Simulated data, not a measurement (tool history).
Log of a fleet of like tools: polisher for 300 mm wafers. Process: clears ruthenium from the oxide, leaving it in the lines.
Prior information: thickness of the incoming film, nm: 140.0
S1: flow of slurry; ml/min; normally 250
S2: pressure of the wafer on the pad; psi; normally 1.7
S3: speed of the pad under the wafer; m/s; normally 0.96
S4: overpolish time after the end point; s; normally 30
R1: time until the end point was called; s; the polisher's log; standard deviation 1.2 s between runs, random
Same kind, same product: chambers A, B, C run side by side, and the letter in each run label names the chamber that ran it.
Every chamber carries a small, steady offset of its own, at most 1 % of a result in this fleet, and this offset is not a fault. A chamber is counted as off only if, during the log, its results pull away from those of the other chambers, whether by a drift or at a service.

run 1B hour=4.3 | S1=250 S2=1.7 S3=0.96 S4=30 | R1=131.030
run 2C hour=7.6 | S1=250 S2=1.7 S3=0.96 S4=30 | R1=130.090
run 3A hour=11.7 | S1=250 S2=1.7 S3=0.96 S4=30 | R1=131.280
-- hour=11.8 chamber C: slurry nozzle cleaned
-- hour=12.8 chamber B: worn pad replaced by a new one
-- hour=13.8 chamber C: worn pad replaced by a new one
run 4B hour=15.6 | S1=250 S2=1.7 S3=0.96 S4=30 | R1=131.660
run 5A hour=19.9 | S1=250 S2=1.7 S3=0.96 S4=30 | R1=131.390
run 6C hour=23.2 | S1=250 S2=1.7 S3=0.96 S4=30 | R1=130.010
-- hour=26.7 chamber A: head pressure recalibrated
run 7B hour=26.8 | S1=250 S2=1.7 S3=0.96 S4=30 | R1=129.810
run 8A hour=29.9 | S1=250 S2=1.7 S3=0.96 S4=30 | R1=119.490
run 9C hour=32.3 | S1=250 S2=1.7 S3=0.96 S4=30 | R1=128.610
run 10A hour=34.6 | S1=250 S2=1.7 S3=0.96 S4=30 | R1=121.090
run 11C hour=38.7 | S1=285 S2=1.7 S3=0.96 S4=30 | R1=127.000
run 12B hour=42.0 | S1=285 S2=1.7 S3=0.96 S4=30 | R1=128.820
run 13C hour=44.7 | S1=285 S2=1.7 S3=0.96 S4=30 | R1=125.810
run 14A hour=47.5 | S1=250 S2=1.7 S3=0.96 S4=30 | R1=121.200
run 15B hour=50.7 | S1=250 S2=2.2 S3=0.80 S4=30 | R1=122.110
run 16A hour=55.1 | S1=250 S2=2.2 S3=0.80 S4=30 | R1=112.950
run 17C hour=57.7 | S1=250 S2=2.2 S3=0.80 S4=30 | R1=119.580
run 18B hour=59.7 | S1=250 S2=1.7 S3=0.96 S4=30 | R1=131.130
run 19A hour=64.0 | S1=250 S2=1.7 S3=0.96 S4=30 | R1=121.490
run 20C hour=67.1 | S1=250 S2=1.7 S3=0.96 S4=30 | R1=128.720
run 21B hour=69.4 | S1=250 S2=2.3 S3=1.12 S4=30 | R1=83.796
run 22B hour=73.2 | S1=250 S2=2.3 S3=1.12 S4=30 | R1=83.078

Next, all 3 chambers run the settings below, one line each with question marks for the results. What does each chamber give?
run 23A hour=76.4 | S1=250 S2=1.7 S3=0.96 S4=30 | R1=?
run 23B hour=76.4 | S1=250 S2=1.7 S3=0.96 S4=30 | R1=?
run 23C hour=76.4 | S1=250 S2=1.7 S3=0.96 S4=30 | R1=?

run=23A R1=121.620
run=23B R1=130.740
run=23C R1=128.500
